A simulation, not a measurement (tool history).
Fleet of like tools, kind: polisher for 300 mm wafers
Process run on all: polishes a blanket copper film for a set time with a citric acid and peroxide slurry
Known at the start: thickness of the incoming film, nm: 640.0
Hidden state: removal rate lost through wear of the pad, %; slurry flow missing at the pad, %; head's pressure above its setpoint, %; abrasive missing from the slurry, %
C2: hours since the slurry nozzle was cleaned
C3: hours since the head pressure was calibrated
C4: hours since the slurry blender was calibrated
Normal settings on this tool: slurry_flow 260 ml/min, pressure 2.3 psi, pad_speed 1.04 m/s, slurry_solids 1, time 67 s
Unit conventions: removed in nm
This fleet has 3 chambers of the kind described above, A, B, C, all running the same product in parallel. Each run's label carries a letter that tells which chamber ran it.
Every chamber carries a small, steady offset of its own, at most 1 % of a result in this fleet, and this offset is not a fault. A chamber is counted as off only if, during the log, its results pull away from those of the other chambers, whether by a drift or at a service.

run 1A hour=6 | slurry_flow=260 pressure=2.3 pad_speed=1.04 slurry_solids=1 time=67 | wafers_polished_on_this_pad=429 C2=361.4 C3=642.2 C4=154.2 | removed=111.89
-- hour=13.4 chamber B: slurry blender recalibrated
run 2C hour=16.7 | slurry_flow=260 pressure=2.3 pad_speed=1.04 slurry_solids=1 time=67 | wafers_polished_on_this_pad=856 C2=276.3 C3=422.2 C4=128.5 | removed=111.34
-- hour=18.1 chamber C: worn pad replaced by a new one
run 3B hour=28.6 | slurry_flow=260 pressure=2.3 pad_speed=1.04 slurry_solids=1 time=67 | wafers_polished_on_this_pad=783 C2=409.8 C3=69.1 C4=15.3 | removed=109.78
-- hour=30.5 chamber B: worn pad replaced by a new one
run 4A hour=40.6 | slurry_flow=260 pressure=2.3 pad_speed=1.04 slurry_solids=1 time=67 | wafers_polished_on_this_pad=858 C2=396 C3=676.8 C4=188.8 | removed=110.78
-- hour=43.1 chamber A: worn pad replaced by a new one
run 5C hour=51.6 | slurry_flow=260 pressure=2.3 pad_speed=1.04 slurry_solids=1 time=67 | wafers_polished_on_this_pad=415 C2=311.2 C3=457.1 C4=163.4 | removed=110.58
run 6B hour=57.6 | slurry_flow=260 pressure=2.3 pad_speed=1.04 slurry_solids=1 time=67 | wafers_polished_on_this_pad=336 C2=438.8 C3=98.1 C4=44.3 | removed=112.39
run 7C hour=63.9 | slurry_flow=260 pressure=2.3 pad_speed=1.04 slurry_solids=1 time=67 | wafers_polished_on_this_pad=568 C2=323.5 C3=469.4 C4=175.7 | removed=110.82
run 8A hour=76.9 | slurry_flow=260 pressure=2.3 pad_speed=1.04 slurry_solids=1 time=67 | wafers_polished_on_this_pad=418 C2=432.3 C3=713.1 C4=225.1 | removed=112.42
run 9B hour=87.5 | slurry_flow=260 pressure=2.3 pad_speed=1.04 slurry_solids=1 time=67 | wafers_polished_on_this_pad=707 C2=468.7 C3=128 C4=74.2 | removed=110.7
-- hour=90.6 chamber C: worn pad replaced by a new one
run 10C hour=100.2 | slurry_flow=260 pressure=2.3 pad_speed=1.04 slurry_solids=1 time=67 | wafers_polished_on_this_pad=119 C2=359.8 C3=505.7 C4=212 | removed=110.58
-- hour=107.4 chamber B: worn pad replaced by a new one
-- hour=111.7 chamber A: head pressure recalibrated
run 11A hour=111.7 | slurry_flow=230 pressure=2.3 pad_speed=1.04 slurry_solids=1 time=67 | wafers_polished_on_this_pad=850 C2=467.1 C3=0.1 C4=259.9 | removed=119.01
-- hour=111.8 chamber C: slurry blender recalibrated
-- hour=114 chamber A: worn pad replaced by a new one
run 12B hour=117.6 | slurry_flow=230 pressure=2.3 pad_speed=1.04 slurry_solids=1 time=67 | wafers_polished_on_this_pad=126 C2=498.8 C3=158.1 C4=104.3 | removed=108.73
-- hour=123.5 chamber B: slurry blender recalibrated
run 13C hour=124.8 | slurry_flow=230 pressure=2.3 pad_speed=1.04 slurry_solids=1 time=67 | wafers_polished_on_this_pad=424 C2=384.4 C3=530.3 C4=13.1 | removed=108.62
-- hour=130 chamber A: slurry nozzle cleaned
run 14A hour=137.5 | slurry_flow=260 pressure=2.3 pad_speed=1.04 slurry_solids=1 time=67 | wafers_polished_on_this_pad=291 C2=7.6 C3=25.9 C4=285.7 | removed=120.45
run 15B hour=144.5 | slurry_flow=260 pressure=1.7 pad_speed=1.04 slurry_solids=1 time=67 | wafers_polished_on_this_pad=460 C2=525.7 C3=185 C4=21 | removed=82.391
run 16B hour=150.4 | slurry_flow=260 pressure=1.7 pad_speed=1.04 slurry_solids=1 time=67 | wafers_polished_on_this_pad=533 C2=531.6 C3=190.9 C4=26.9 | removed=84.58
run 17A hour=156.6 | slurry_flow=260 pressure=1.7 pad_speed=1.04 slurry_solids=1 time=67 | wafers_polished_on_this_pad=528 C2=26.7 C3=45 C4=304.8 | removed=91.746
-- hour=159.6 chamber C: worn pad replaced by a new one
run 18C hour=166.8 | slurry_flow=260 pressure=2.3 pad_speed=1.04 slurry_solids=1 time=67 | wafers_polished_on_this_pad=89 C2=426.4 C3=572.3 C4=55.1 | removed=111.9
run 19B hour=175.2 | slurry_flow=260 pressure=2.3 pad_speed=1.04 slurry_solids=1 time=67 | wafers_polished_on_this_pad=840 C2=556.4 C3=215.7 C4=51.7 | removed=111.6
-- hour=182.5 chamber A: worn pad replaced by a new one
run 20A hour=184.6 | slurry_flow=260 pressure=2.3 pad_speed=1.04 slurry_solids=1 time=67 | wafers_polished_on_this_pad=26 C2=54.7 C3=73 C4=332.8 | removed=121.49
-- hour=185.3 chamber B: worn pad replaced by a new one
run 21C hour=193.5 | slurry_flow=260 pressure=2.3 pad_speed=1.04 slurry_solids=1 time=67 | wafers_polished_on_this_pad=420 C2=453.1 C3=599 C4=81.8 | removed=110.82
run 22C hour=204 | slurry_flow=260 pressure=2.3 pad_speed=1.04 slurry_solids=1 time=67 | wafers_polished_on_this_pad=550 C2=463.6 C3=609.5 C4=92.3 | removed=110.95
run 23A hour=213.4 | slurry_flow=260 pressure=2.3 pad_speed=1.04 slurry_solids=1 time=67 | wafers_polished_on_this_pad=383 C2=83.5 C3=101.8 C4=361.6 | removed=121.09
-- hour=224.9 chamber C: slurry nozzle cleaned
-- hour=226.6 chamber C: worn pad replaced by a new one
run 24B hour=226.7 | slurry_flow=260 pressure=2.3 pad_speed=1.04 slurry_solids=1 time=67 | wafers_polished_on_this_pad=513 C2=607.9 C3=267.2 C4=103.2 | removed=111.4
run 25C hour=233.5 | slurry_flow=260 pressure=2.3 pad_speed=1.04 slurry_solids=1 time=67 | wafers_polished_on_this_pad=85 C2=8.7 C3=639 C4=121.8 | removed=109.61
-- hour=244.6 chamber B: slurry blender recalibrated
-- hour=244.7 chamber A: worn pad replaced by a new one
run 26B hour=246.1 | slurry_flow=260 pressure=2.3 pad_speed=1.04 slurry_solids=1 time=67 | wafers_polished_on_this_pad=754 C2=627.3 C3=286.6 C4=1.6 | removed=110.66
-- hour=247.2 chamber B: worn pad replaced by a new one
run 27A hour=259.3 | slurry_flow=260 pressure=2.3 pad_speed=1.04 slurry_solids=1 time=67 | wafers_polished_on_this_pad=181 C2=129.4 C3=147.7 C4=407.5 | removed=121.69
run 28B hour=270.8 | slurry_flow=260 pressure=2.3 pad_speed=1.04 slurry_solids=1 time=67 | wafers_polished_on_this_pad=292 C2=652 C3=311.3 C4=26.3 | removed=113.21
run 29A hour=280.7 | slurry_flow=260 pressure=2.3 pad_speed=1.04 slurry_solids=1 time=67 | wafers_polished_on_this_pad=446 C2=150.8 C3=169.1 C4=428.9 | removed=121.05
run 30C hour=292.5 | slurry_flow=260 pressure=2.3 pad_speed=1.04 slurry_solids=1 time=67 | wafers_polished_on_this_pad=816 C2=67.7 C3=698 C4=180.8 | removed=111.42
run 31B hour=301.6 | slurry_flow=260 pressure=2.6 pad_speed=1.3 slurry_solids=1 time=67 | wafers_polished_on_this_pad=674 C2=682.8 C3=342.1 C4=57.1 | removed=156.16
-- hour=302.4 chamber C: worn pad replaced by a new one
run 32A hour=307.7 | slurry_flow=260 pressure=2.6 pad_speed=1.3 slurry_solids=1 time=67 | wafers_polished_on_this_pad=781 C2=177.8 C3=196.1 C4=455.9 | removed=168.51
-- hour=309.2 chamber A: slurry blender recalibrated
-- hour=310.1 chamber B: worn pad replaced by a new one
-- hour=314.4 chamber A: worn pad replaced by a new one
run 33C hour=320.8 | slurry_flow=260 pressure=2.6 pad_speed=1.3 slurry_solids=1 time=67 | wafers_polished_on_this_pad=228 C2=96 C3=726.3 C4=209.1 | removed=153.6
-- hour=325.6 chamber C: slurry blender recalibrated
run 34B hour=333.5 | slurry_flow=260 pressure=2.3 pad_speed=1.04 slurry_solids=1 time=67 | wafers_polished_on_this_pad=290 C2=714.7 C3=374 C4=89 | removed=109.75
run 35C hour=340.8 | slurry_flow=260 pressure=2.3 pad_speed=1.04 slurry_solids=1 time=67 | wafers_polished_on_this_pad=476 C2=116 C3=746.3 C4=15.2 | removed=110.58
run 36A hour=350.6 | slurry_flow=225 pressure=2 pad_speed=1.04 slurry_solids=1 time=67 | wafers_polished_on_this_pad=448 C2=220.7 C3=239 C4=41.5 | removed=102.23

Each of the 3 chambers runs these same settings next. Fill in every chamber's results:
run 37A hour=360.1 | slurry_flow=260 pressure=2.3 pad_speed=1.04 slurry_solids=1 time=67 | removed=?
run 37B hour=360.1 | slurry_flow=260 pressure=2.3 pad_speed=1.04 slurry_solids=1 time=67 | removed=?
run 37C hour=360.1 | slurry_flow=260 pressure=2.3 pad_speed=1.04 slurry_solids=1 time=67 | removed=?

run=37A removed=122.45
run=37B removed=110.28
run=37C removed=112.99
